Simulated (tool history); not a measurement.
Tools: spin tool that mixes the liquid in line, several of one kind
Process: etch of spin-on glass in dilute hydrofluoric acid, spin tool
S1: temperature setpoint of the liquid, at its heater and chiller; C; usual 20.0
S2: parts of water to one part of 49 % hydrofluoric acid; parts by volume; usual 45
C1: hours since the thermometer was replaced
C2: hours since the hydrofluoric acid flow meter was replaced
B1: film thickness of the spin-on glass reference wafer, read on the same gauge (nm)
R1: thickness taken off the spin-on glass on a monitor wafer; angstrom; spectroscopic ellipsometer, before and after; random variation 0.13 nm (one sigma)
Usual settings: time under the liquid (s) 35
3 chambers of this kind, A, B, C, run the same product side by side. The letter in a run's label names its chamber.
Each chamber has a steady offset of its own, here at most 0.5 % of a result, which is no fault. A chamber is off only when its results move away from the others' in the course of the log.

Run 1B, hour 9.0: usual settings; C1 128.0; C2 1311.0; B1 139.99. Result: R1 198.15 angstrom.
Run 2C, hour 15.9: usual settings; C1 1607.9; C2 1306.3; B1 140.00. Result: R1 199.75 angstrom.
Run 3A, hour 25.3: usual settings; C1 1618.5; C2 784.9; B1 140.00. Result: R1 200.33 angstrom.
At hour 31.0: chamber A: hydrofluoric acid flow meter replaced.
Run 4B, hour 32.9: usual settings; C1 151.9; C2 1334.9; B1 140.02. Result: R1 200.06 angstrom.
Run 5C, hour 42.1: usual settings but S1 23.5 C, time under the liquid (s) 50; C1 1634.1; C2 1332.5; B1 140.01. Result: R1 327.50 angstrom.
Run 6A, hour 48.0: usual settings but S1 23.5 C, time under the liquid (s) 50; C1 1641.2; C2 17.1; B1 140.00. Result: R1 329.52 angstrom.
Run 7C, hour 54.8: usual settings but S1 23.5 C, time under the liquid (s) 50; C1 1646.8; C2 1345.2; B1 140.02. Result: R1 328.52 angstrom.
Run 8B, hour 65.5: usual settings; C1 184.5; C2 1367.5; B1 140.01. Result: R1 196.75 angstrom.
Run 9A, hour 74.6: usual settings; C1 1667.8; C2 43.7; B1 139.99. Result: R1 201.85 angstrom.
Run 10C, hour 82.5: usual settings; C1 1674.5; C2 1372.9; B1 139.99. Result: R1 196.05 angstrom.
Run 11A, hour 95.7: usual settings; C1 1688.9; C2 64.8; B1 139.99. Result: R1 198.99 angstrom.
Run 12B, hour 107.6: usual settings; C1 226.6; C2 1409.6; B1 140.00. Result: R1 198.42 angstrom.
Run 13C, hour 119.5: usual settings; C1 1711.5; C2 1409.9; B1 140.01. Result: R1 200.58 angstrom.
Run 14A, hour 127.2: usual settings; C1 1720.4; C2 96.3; B1 140.00. Result: R1 200.71 angstrom.
Run 15B, hour 139.1: usual settings; C1 258.1; C2 1441.1; B1 140.01. Result: R1 197.33 angstrom.
Run 16A, hour 147.4: usual settings; C1 1740.6; C2 116.5; B1 140.01. Result: R1 197.96 angstrom.
Run 17B, hour 158.4: usual settings; C1 277.4; C2 1460.4; B1 140.02. Result: R1 199.41 angstrom.
Run 18C, hour 166.1: usual settings; C1 1758.1; C2 1456.5; B1 140.00. Result: R1 200.14 angstrom.
At hour 173.4: chamber B: hydrofluoric acid flow meter replaced.
Run 19A, hour 173.9: usual settings but S2 35 parts by volume, time under the liquid (s) 30; C1 1767.1; C2 143.0; B1 140.01. Result: R1 223.74 angstrom.
Run 20B, hour 183.8: usual settings but S2 35 parts by volume, time under the liquid (s) 30; C1 302.8; C2 10.5; B1 140.01. Result: R1 223.56 angstrom.
Run 21C, hour 193.1: usual settings but S2 35 parts by volume, time under the liquid (s) 30; C1 1785.1; C2 1483.5; B1 140.02. Result: R1 222.38 angstrom.

What goes on in this fleet: one chamber off, a drifting gauge, or nothing beyond the chambers' own small offsets? Name the chamber and the cause, if any.

No chamber stands off beyond its own small offset, and the gauge holds steady.
